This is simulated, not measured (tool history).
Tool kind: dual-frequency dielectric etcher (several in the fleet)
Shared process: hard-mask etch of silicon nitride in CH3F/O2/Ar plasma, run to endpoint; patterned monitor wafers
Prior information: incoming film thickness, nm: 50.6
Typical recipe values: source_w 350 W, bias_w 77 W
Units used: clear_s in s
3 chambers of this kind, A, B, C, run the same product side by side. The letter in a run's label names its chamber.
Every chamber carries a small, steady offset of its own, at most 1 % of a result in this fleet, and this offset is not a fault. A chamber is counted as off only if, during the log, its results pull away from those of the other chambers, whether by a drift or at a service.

run,hour,source_w,bias_w,clear_s
1B,9.2,350,77,74.99
2A,16.1,350,77,75.061
3C,27.6,350,77,75.755
4A,33.6,350,77,73.613
5C,39.7,410,65,75.833
6B,48.3,410,65,74.047
7A,56.1,410,65,73.922
8B,62.8,350,77,75.466
9C,72.1,350,77,75.828
# hour 78.7: chamber C: wet clean of the chamber
10A,83.8,350,77,74.195
11C,91.8,350,77,79.974
12B,102.1,350,77,75.511
13B,112.3,350,77,75.039
14A,121,350,77,73.901
15C,131.1,350,77,79.492
16A,143.1,260,61,91.386
17B,152.9,260,61,91.481
18C,160.8,260,61,96.968
19B,172.4,350,77,74.036
20A,177.7,350,77,73.716
21C,187.8,350,77,81.154

What goes on in this fleet: one chamber off, a drifting gauge, or nothing beyond the chambers' own small offsets? Name the chamber and the cause, if any.

Chamber C came out of a service off from its peers and stayed that way.
What lies behind it: etch rate under this chamber's usual, % = 5.22.

Below are 4 candidate recipes for chamber C's next run, each the usual settings with a change, their results shown as question marks. Which of them brings C's results back in line with what the other chambers give on the usual settings?
In-line tolerance around the mean of the other chambers on the usual settings: clear_s 2 s
22C-1,196.4,420,77,?
22C-2,196.4,250,77,?
22C-3,196.4,290,77,?
22C-4,196.4,480,77,?

Average result of the remaining chambers running the usual settings: clear_s 74.547 s
run,clear_s
22C-1,74.968
22C-2,91.066
22C-3,86.16
22C-4,71.276
With 22C-1, the chamber falls back in line with the rest.
